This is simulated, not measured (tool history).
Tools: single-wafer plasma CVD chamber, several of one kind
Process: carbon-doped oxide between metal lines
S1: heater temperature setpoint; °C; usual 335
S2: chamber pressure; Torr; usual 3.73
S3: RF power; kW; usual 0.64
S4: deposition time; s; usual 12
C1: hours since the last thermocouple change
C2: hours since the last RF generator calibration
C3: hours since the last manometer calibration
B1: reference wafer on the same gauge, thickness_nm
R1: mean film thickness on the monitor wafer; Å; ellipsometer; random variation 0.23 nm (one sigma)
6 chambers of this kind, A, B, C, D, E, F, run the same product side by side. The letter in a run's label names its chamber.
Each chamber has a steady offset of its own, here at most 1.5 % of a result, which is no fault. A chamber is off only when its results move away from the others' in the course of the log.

{"run": "1C", "hour": 3.8, "S1": 335, "S2": 3.73, "S3": 0.64, "S4": 12, "C1": 1234.2, "C2": 1510.3, "C3": 1308.5, "B1": 68.057, "R1": 728.71}
{"run": "2F", "hour": 7.0, "S1": 335, "S2": 3.73, "S3": 0.64, "S4": 12, "C1": 1221.3, "C2": 471.1, "C3": 2121, "B1": 68.045, "R1": 730.08}
{"run": "3A", "hour": 10.0, "S1": 335, "S2": 3.73, "S3": 0.64, "S4": 12, "C1": 3169.9, "C2": 1201.3, "C3": 535.1, "B1": 68.011, "R1": 733.5}
{"run": "4B", "hour": 12.8, "S1": 335, "S2": 3.73, "S3": 0.64, "S4": 12, "C1": 1005.8, "C2": 167, "C3": 989.9, "B1": 68.056, "R1": 721.55}
{"run": "5E", "hour": 15.3, "S1": 335, "S2": 4.64, "S3": 0.69, "S4": 12, "C1": 342.4, "C2": 1807.5, "C3": 1621.9, "B1": 68.114, "R1": 789.23}
{"run": "6D", "hour": 18.9, "S1": 335, "S2": 4.64, "S3": 0.69, "S4": 12, "C1": 452.5, "C2": 99.4, "C3": 1037.5, "B1": 68.125, "R1": 789.82}
{"hour": 22.5, "done": "chamber A: thermocouple changed; heater temperature recalibrated"}
{"run": "7E", "hour": 23.0, "S1": 335, "S2": 4.64, "S3": 0.69, "S4": 12, "C1": 350.1, "C2": 1815.2, "C3": 1629.6, "B1": 68.094, "R1": 787.96}
{"run": "8C", "hour": 25.0, "S1": 335, "S2": 4.64, "S3": 0.69, "S4": 12, "C1": 1255.4, "C2": 1531.5, "C3": 1329.7, "B1": 68.075, "R1": 786.86}
{"run": "9B", "hour": 27.2, "S1": 335, "S2": 4.64, "S3": 0.69, "S4": 12, "C1": 1020.2, "C2": 181.4, "C3": 1004.3, "B1": 68.067, "R1": 780.72}
{"run": "10A", "hour": 31.4, "S1": 335, "S2": 4.64, "S3": 0.69, "S4": 12, "C1": 8.9, "C2": 1222.7, "C3": 556.5, "B1": 68.12, "R1": 789.75}
{"run": "11D", "hour": 33.5, "S1": 335, "S2": 3.73, "S3": 0.64, "S4": 12, "C1": 467.1, "C2": 114, "C3": 1052.1, "B1": 68.089, "R1": 737.15}
{"run": "12F", "hour": 36.7, "S1": 335, "S2": 4.44, "S3": 0.64, "S4": 12, "C1": 1251, "C2": 500.8, "C3": 2150.7, "B1": 68.117, "R1": 748.96}
{"run": "13C", "hour": 40.7, "S1": 335, "S2": 4.44, "S3": 0.64, "S4": 12, "C1": 1271.1, "C2": 1547.2, "C3": 1345.4, "B1": 68.129, "R1": 746.28}
{"run": "14F", "hour": 44.2, "S1": 335, "S2": 4.44, "S3": 0.64, "S4": 12, "C1": 1258.5, "C2": 508.3, "C3": 2158.2, "B1": 68.051, "R1": 753.55}
{"run": "15A", "hour": 47.4, "S1": 335, "S2": 4.44, "S3": 0.64, "S4": 12, "C1": 24.9, "C2": 1238.7, "C3": 572.5, "B1": 68.1, "R1": 752.09}
{"run": "16B", "hour": 50.4, "S1": 335, "S2": 4.44, "S3": 0.64, "S4": 12, "C1": 1043.4, "C2": 204.6, "C3": 1027.5, "B1": 68.072, "R1": 743.71}
{"run": "17D", "hour": 54.2, "S1": 335, "S2": 4.44, "S3": 0.64, "S4": 12, "C1": 487.8, "C2": 134.7, "C3": 1072.8, "B1": 68.128, "R1": 750.81}
{"run": "18E", "hour": 58.0, "S1": 335, "S2": 3.73, "S3": 0.64, "S4": 12, "C1": 385.1, "C2": 1850.2, "C3": 1664.6, "B1": 68.056, "R1": 732.65}
{"run": "19F", "hour": 61.3, "S1": 335, "S2": 3.73, "S3": 0.64, "S4": 12, "C1": 1275.6, "C2": 525.4, "C3": 2175.3, "B1": 68.067, "R1": 733.94}
{"run": "20E", "hour": 64.7, "S1": 335, "S2": 3.73, "S3": 0.64, "S4": 12, "C1": 391.8, "C2": 1856.9, "C3": 1671.3, "B1": 68.163, "R1": 732.07}
{"run": "21C", "hour": 68.7, "S1": 335, "S2": 3.73, "S3": 0.64, "S4": 12, "C1": 1299.1, "C2": 1575.2, "C3": 1373.4, "B1": 68.109, "R1": 727.17}
{"run": "22A", "hour": 71.6, "S1": 335, "S2": 3.73, "S3": 0.64, "S4": 12, "C1": 49.1, "C2": 1262.9, "C3": 596.7, "B1": 68.124, "R1": 736.55}
{"run": "23D", "hour": 74.1, "S1": 335, "S2": 3.73, "S3": 0.64, "S4": 12, "C1": 507.7, "C2": 154.6, "C3": 1092.7, "B1": 68.114, "R1": 733.67}
{"run": "24B", "hour": 77.2, "S1": 335, "S2": 3.73, "S3": 0.64, "S4": 12, "C1": 1070.2, "C2": 231.4, "C3": 1054.3, "B1": 68.173, "R1": 724.75}
{"run": "25A", "hour": 79.5, "S1": 335, "S2": 3.73, "S3": 0.64, "S4": 12, "C1": 57, "C2": 1270.8, "C3": 604.6, "B1": 68.112, "R1": 734.38}
{"run": "26F", "hour": 83.0, "S1": 335, "S2": 3.73, "S3": 0.64, "S4": 12, "C1": 1297.3, "C2": 547.1, "C3": 2197, "B1": 68.082, "R1": 731}
{"run": "27D", "hour": 85.7, "S1": 335, "S2": 3.73, "S3": 0.64, "S4": 12, "C1": 519.3, "C2": 166.2, "C3": 1104.3, "B1": 68.103, "R1": 733.27}
{"run": "28C", "hour": 87.6, "S1": 335, "S2": 3.73, "S3": 0.64, "S4": 12, "C1": 1318, "C2": 1594.1, "C3": 1392.3, "B1": 68.141, "R1": 731.03}
{"run": "29B", "hour": 90.1, "S1": 335, "S2": 3.73, "S3": 0.64, "S4": 12, "C1": 1083.1, "C2": 244.3, "C3": 1067.2, "B1": 68.063, "R1": 723.77}
{"run": "30E", "hour": 93.4, "S1": 335, "S2": 3.73, "S3": 0.64, "S4": 12, "C1": 420.5, "C2": 1885.6, "C3": 1700, "B1": 68.104, "R1": 731.62}
{"run": "31E", "hour": 95.8, "S1": 335, "S2": 3.73, "S3": 0.64, "S4": 12, "C1": 422.9, "C2": 1888, "C3": 1702.4, "B1": 68.143, "R1": 733.02}
{"run": "32B", "hour": 99.2, "S1": 335, "S2": 3.73, "S3": 0.64, "S4": 12, "C1": 1092.2, "C2": 253.4, "C3": 1076.3, "B1": 68.124, "R1": 724.45}
{"run": "33A", "hour": 101.9, "S1": 335, "S2": 3.73, "S3": 0.64, "S4": 12, "C1": 79.4, "C2": 1293.2, "C3": 627, "B1": 68.081, "R1": 732.26}
{"run": "34F", "hour": 106.0, "S1": 335, "S2": 3.73, "S3": 0.64, "S4": 12, "C1": 1320.3, "C2": 570.1, "C3": 2220, "B1": 68.08, "R1": 732.43}
{"run": "35C", "hour": 109.7, "S1": 335, "S2": 3.73, "S3": 0.64, "S4": 12, "C1": 1340.1, "C2": 1616.2, "C3": 1414.4, "B1": 68.077, "R1": 729.42}
{"run": "36D", "hour": 112.2, "S1": 335, "S2": 3.73, "S3": 0.64, "S4": 12, "C1": 545.8, "C2": 192.7, "C3": 1130.8, "B1": 68.133, "R1": 731.39}
{"run": "37B", "hour": 114.4, "S1": 335, "S2": 3.73, "S3": 0.64, "S4": 12, "C1": 1107.4, "C2": 268.6, "C3": 1091.5, "B1": 68.136, "R1": 722.15}
{"run": "38E", "hour": 117.0, "S1": 335, "S2": 3.73, "S3": 0.64, "S4": 12, "C1": 444.1, "C2": 1909.2, "C3": 1723.6, "B1": 68.117, "R1": 730.69}
{"run": "39D", "hour": 121.0, "S1": 335, "S2": 3.73, "S3": 0.64, "S4": 12, "C1": 554.6, "C2": 201.5, "C3": 1139.6, "B1": 68.102, "R1": 735.15}
{"run": "40C", "hour": 125.1, "S1": 323, "S2": 3.73, "S3": 0.64, "S4": 12, "C1": 1355.5, "C2": 1631.6, "C3": 1429.8, "B1": 68.127, "R1": 763.33}
{"run": "41A", "hour": 127.5, "S1": 323, "S2": 3.73, "S3": 0.64, "S4": 12, "C1": 105, "C2": 1318.8, "C3": 652.6, "B1": 68.066, "R1": 762.98}
{"run": "42F", "hour": 131.7, "S1": 323, "S2": 3.73, "S3": 0.64, "S4": 12, "C1": 1346, "C2": 595.8, "C3": 2245.7, "B1": 68.052, "R1": 760.1}

Is one chamber off against the others, does the gauge drift, or is nothing wrong? If a chamber is off, say which, and what the likeliest cause is.

No chamber stands off beyond its own small offset, and the gauge holds steady.
